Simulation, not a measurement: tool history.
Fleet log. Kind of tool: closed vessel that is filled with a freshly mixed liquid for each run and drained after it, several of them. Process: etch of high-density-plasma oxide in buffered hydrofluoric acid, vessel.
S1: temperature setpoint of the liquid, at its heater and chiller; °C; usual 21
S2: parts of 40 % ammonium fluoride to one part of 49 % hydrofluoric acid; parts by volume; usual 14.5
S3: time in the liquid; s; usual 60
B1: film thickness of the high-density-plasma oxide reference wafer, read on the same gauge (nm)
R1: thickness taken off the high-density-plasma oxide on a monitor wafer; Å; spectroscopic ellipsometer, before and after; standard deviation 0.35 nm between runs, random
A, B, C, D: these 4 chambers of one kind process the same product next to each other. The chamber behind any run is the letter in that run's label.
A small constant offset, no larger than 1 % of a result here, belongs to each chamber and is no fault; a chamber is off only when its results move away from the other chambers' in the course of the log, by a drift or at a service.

run 1B day=0.533 | S1=21 S2=14.5 S3=60 | B1=79.965 | R1=628.99
-- day=0.904 chamber B: hydrofluoric acid flow meter replaced
run 2D day=1.175 | S1=21 S2=14.5 S3=60 | B1=79.982 | R1=625.33
run 3C day=1.604 | S1=21 S2=14.5 S3=60 | B1=80.003 | R1=630.73
run 4A day=2.117 | S1=21 S2=14.5 S3=60 | B1=80.040 | R1=630.18
run 5C day=2.575 | S1=21 S2=14.5 S3=60 | B1=80.006 | R1=632.70
run 6D day=2.967 | S1=21 S2=14.5 S3=60 | B1=80.025 | R1=626.98
run 7B day=3.546 | S1=21 S2=14.5 S3=60 | B1=79.981 | R1=631.09
run 8A day=3.850 | S1=21 S2=14.5 S3=60 | B1=80.035 | R1=623.84
run 9D day=4.246 | S1=21 S2=14.5 S3=60 | B1=80.014 | R1=623.92
run 10B day=4.854 | S1=21 S2=18.5 S3=60 | B1=80.015 | R1=497.18
run 11C day=5.471 | S1=21 S2=18.5 S3=60 | B1=80.002 | R1=495.54
run 12A day=5.942 | S1=21 S2=18.5 S3=60 | B1=80.007 | R1=496.88
run 13C day=6.496 | S1=21 S2=18.5 S3=60 | B1=80.043 | R1=489.63
run 14D day=7.033 | S1=21 S2=14.5 S3=60 | B1=79.982 | R1=626.79
-- day=7.108 chamber D: thermometer replaced
run 15A day=7.375 | S1=21 S2=14.5 S3=60 | B1=79.986 | R1=631.64
run 16B day=7.988 | S1=21 S2=17.5 S3=60 | B1=79.994 | R1=525.08
run 17C day=8.296 | S1=21 S2=17.5 S3=60 | B1=80.036 | R1=521.12
run 18B day=8.917 | S1=21 S2=17.5 S3=60 | B1=80.015 | R1=529.37
run 19D day=9.288 | S1=21 S2=17.5 S3=60 | B1=79.992 | R1=522.76
run 20A day=9.696 | S1=21 S2=14.5 S3=60 | B1=79.999 | R1=629.58
run 21B day=10.221 | S1=21 S2=14.5 S3=60 | B1=79.974 | R1=630.38
run 22C day=10.742 | S1=21 S2=10.5 S3=60 | B1=79.971 | R1=872.95
run 23D day=11.075 | S1=21 S2=10.5 S3=60 | B1=79.998 | R1=865.28
run 24A day=11.625 | S1=21 S2=10.5 S3=60 | B1=80.023 | R1=865.78
run 25B day=11.921 | S1=21 S2=10.5 S3=60 | B1=80.036 | R1=859.44
run 26D day=12.412 | S1=21 S2=14.5 S3=60 | B1=80.001 | R1=626.92
run 27A day=12.838 | S1=21 S2=14.5 S3=60 | B1=80.007 | R1=628.60
run 28C day=13.371 | S1=21 S2=18.5 S3=45 | B1=79.969 | R1=371.08
run 29C day=13.871 | S1=21 S2=18.5 S3=45 | B1=80.006 | R1=374.60
run 30D day=14.388 | S1=21 S2=18.5 S3=45 | B1=79.988 | R1=374.91
run 31B day=14.721 | S1=21 S2=18.5 S3=45 | B1=79.999 | R1=374.39
run 32A day=15.342 | S1=21 S2=14.5 S3=60 | B1=79.979 | R1=629.08

Next, every chamber runs the same settings. What will each give?
run 33A day=15.808 | S1=21 S2=18.5 S3=60 | R1=?
run 33B day=15.808 | S1=21 S2=18.5 S3=60 | R1=?
run 33C day=15.808 | S1=21 S2=18.5 S3=60 | R1=?
run 33D day=15.808 | S1=21 S2=18.5 S3=60 | R1=?

run=33A R1=493.84
run=33B R1=494.62
run=33C R1=493.99
run=33D R1=497.61

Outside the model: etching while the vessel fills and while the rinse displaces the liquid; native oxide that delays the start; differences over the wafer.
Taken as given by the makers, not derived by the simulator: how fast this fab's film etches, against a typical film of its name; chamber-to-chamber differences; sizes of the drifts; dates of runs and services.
